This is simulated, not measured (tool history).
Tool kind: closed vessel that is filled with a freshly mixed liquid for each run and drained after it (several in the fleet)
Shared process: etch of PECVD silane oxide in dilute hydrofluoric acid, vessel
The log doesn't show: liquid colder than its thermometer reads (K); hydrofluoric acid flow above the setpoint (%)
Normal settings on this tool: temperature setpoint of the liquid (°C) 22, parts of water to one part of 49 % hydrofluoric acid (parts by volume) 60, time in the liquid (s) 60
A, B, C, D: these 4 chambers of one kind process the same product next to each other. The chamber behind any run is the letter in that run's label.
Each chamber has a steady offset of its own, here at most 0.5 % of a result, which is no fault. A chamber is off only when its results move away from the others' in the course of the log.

run	hour	temperature setpoint of the liquid (°C)	parts of water to one part of 49 % hydrofluoric acid (parts by volume)	time in the liquid (s)	hours since the thermometer was replaced	hours since the hydrofluoric acid flow meter was replaced	read-back film thickness of the PECVD silane oxide reference wafer, read on the same gauge (nm)	thickness taken off the PECVD silane oxide on a monitor wafer (Å)
1C	3.2	22	60	60	1078.4	141.9	40.005	480.82
2B	6.6	22	60	60	757.7	59.5	39.978	484.84
3D	10.5	22	60	60	849.3	331.1	40.000	485.18
4A	14.6	22	60	60	1723.3	1422.8	39.999	484.52
5D	19.1	22	60	60	857.9	339.7	40.014	479.56
6B	22.9	22	60	60	774.0	75.8	39.998	485.91
7A	25.9	22	60	60	1734.6	1434.1	40.008	486.47
8C	30.5	22	60	60	1105.7	169.2	39.981	481.45
9A	33.8	22	60	60	1742.5	1442.0	40.018	482.69
10D	38.0	22	60	60	876.8	358.6	39.969	484.66
11C	42.8	22	60	60	1118.0	181.5	39.981	481.78
12B	46.5	22	60	60	797.6	99.4	39.981	482.91
13C	50.6	22	60	60	1125.8	189.3	39.989	484.12
14A	54.4	22	60	60	1763.1	1462.6	39.993	487.74
15B	57.1	22	60	60	808.2	110.0	39.994	485.93
16D	61.8	22	60	60	900.6	382.4	39.989	489.53
17C	66.4	22	60	60	1141.6	205.1	39.985	477.20
18B	68.8	22	60	60	819.9	121.7	39.999	482.06
19D	73.3	22	60	60	912.1	393.9	39.983	488.13
20A	76.0	22	60	60	1784.7	1484.2	39.985	486.68
21D	80.1	22	60	60	918.9	400.7	39.958	490.29
22B	83.8	22	60	60	834.9	136.7	39.990	480.79
23A	88.7	22	60	60	1797.4	1496.9	39.996	483.39
24C	93.5	22	60	60	1168.7	232.2	40.001	480.48
25C	96.1	22	60	60	1171.3	234.8	39.990	482.95
26A	99.2	22	60	60	1807.9	1507.4	39.995	479.57
27D	103.7	22	60	60	942.5	424.3	40.013	492.58
28B	106.8	22	60	60	857.9	159.7	40.014	478.22
29A	109.4	22	60	60	1818.1	1517.6	39.990	487.21
30D	112.7	22	60	60	951.5	433.3	39.989	497.79
31B	117.1	22	60	60	868.2	170.0	39.988	481.66
32C	120.9	22	60	60	1196.1	259.6	40.024	486.36
33B	123.8	25	35	60	874.9	176.7	40.014	953.02
34A	127.6	25	35	60	1836.3	1535.8	40.016	975.66
35C	131.7	25	35	60	1206.9	270.4	40.027	978.92
36D	135.0	25	35	60	973.8	455.6	40.014	1004.20
37B	137.6	22	60	60	888.7	190.5	40.002	480.45
38A	140.6	22	60	60	1849.3	1548.8	39.966	480.34

All chambers now run identical settings, listed one chamber a line with results as question marks. What results will each chamber show?
39A	144.4	22	60	60				?
39B	144.4	22	60	60				?
39C	144.4	22	60	60				?
39D	144.4	22	60	60				?

run	thickness taken off the PECVD silane oxide on a monitor wafer (Å)
39A	483.85
39B	481.98
39C	487.29
39D	497.39

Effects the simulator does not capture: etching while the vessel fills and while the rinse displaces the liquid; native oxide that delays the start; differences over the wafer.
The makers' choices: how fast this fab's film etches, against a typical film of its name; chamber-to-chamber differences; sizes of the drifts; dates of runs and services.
